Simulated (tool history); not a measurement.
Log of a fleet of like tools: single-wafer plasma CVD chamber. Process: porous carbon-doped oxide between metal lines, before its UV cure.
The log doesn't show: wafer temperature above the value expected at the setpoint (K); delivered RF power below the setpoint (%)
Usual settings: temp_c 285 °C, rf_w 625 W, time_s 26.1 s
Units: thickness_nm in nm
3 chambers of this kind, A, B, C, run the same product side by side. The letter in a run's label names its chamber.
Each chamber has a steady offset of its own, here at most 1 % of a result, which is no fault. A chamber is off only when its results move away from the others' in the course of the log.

run,day,temp_c,rf_w,time_s,hours since the last thermocouple change,hours since the last RF generator calibration,"read-back reference wafer on the same gauge, thickness_nm",thickness_nm
1C,0.204,285,625,26.1,374.1,2179.0,177.01,179.71
2B,0.404,285,625,26.1,1084.2,398.8,177.17,179.85
3A,0.608,285,625,26.1,1724.5,1134.1,177.13,179.62
4C,0.758,285,625,26.1,387.4,2192.3,177.13,180.89
5B,0.983,285,625,26.1,1098.1,412.7,177.02,179.74
6A,1.150,285,625,26.1,1737.5,1147.1,177.07,180.42
# day 1.325: chamber C: RF generator calibrated
7B,1.454,285,625,26.1,1109.4,424.0,177.15,180.25
8A,1.683,285,680,26.1,1750.3,1159.9,176.99,191.90
9C,1.938,285,680,26.1,415.7,14.7,176.97,190.97
10C,2.175,285,680,26.1,421.4,20.4,177.07,192.06
11A,2.329,285,625,26.1,1765.8,1175.4,176.97,179.89
12B,2.600,285,625,26.1,1136.9,451.5,176.92,181.03
13A,2.817,285,625,26.1,1777.5,1187.1,177.07,180.38
14C,3.046,285,625,26.1,442.3,41.3,176.89,179.86
15B,3.229,276,520,26.1,1152.0,466.6,176.86,168.03
16A,3.446,276,520,26.1,1792.6,1202.2,176.82,168.62
17C,3.679,276,520,26.1,457.5,56.5,177.02,169.79
18B,3.958,285,625,26.1,1169.5,484.1,177.04,178.43
19B,4.117,285,625,26.1,1173.3,487.9,177.03,179.89
20A,4.292,279,685,26.1,1812.9,1222.5,177.04,197.99
# day 4.554: chamber A: RF generator calibrated
21C,4.604,279,685,26.1,479.7,78.7,177.03,198.76
22B,4.900,279,685,26.1,1192.1,506.7,176.87,197.17
23A,5.192,285,625,26.1,1834.5,15.3,176.94,180.56
24C,5.400,285,625,26.1,498.8,97.8,177.00,180.15
25A,5.642,285,625,26.1,1845.3,26.1,177.11,180.43
26C,5.867,285,625,26.1,510.0,109.0,177.01,180.23
27B,6.079,285,625,26.1,1220.4,535.0,176.87,179.83
28A,6.342,285,625,26.1,1862.1,42.9,176.98,180.80
29B,6.596,285,625,26.1,1232.8,547.4,176.96,178.68
30C,6.808,285,625,26.1,532.6,131.6,176.91,180.44
31C,7.096,285,625,26.1,539.5,138.5,176.86,180.32
32A,7.308,285,625,26.1,1885.3,66.1,177.00,179.15
33B,7.567,278,625,26.1,1256.1,570.7,176.79,186.46
34C,7.758,278,625,26.1,555.4,154.4,176.90,189.46
35A,8.017,278,625,26.1,1902.3,83.1,176.90,188.10

Next, every chamber runs the same settings. What will each give?
36A,8.246,285,625,26.1,,,,?
36B,8.246,285,625,26.1,,,,?
36C,8.246,285,625,26.1,,,,?

run,thickness_nm
36A,180.66
36B,178.83
36C,180.13

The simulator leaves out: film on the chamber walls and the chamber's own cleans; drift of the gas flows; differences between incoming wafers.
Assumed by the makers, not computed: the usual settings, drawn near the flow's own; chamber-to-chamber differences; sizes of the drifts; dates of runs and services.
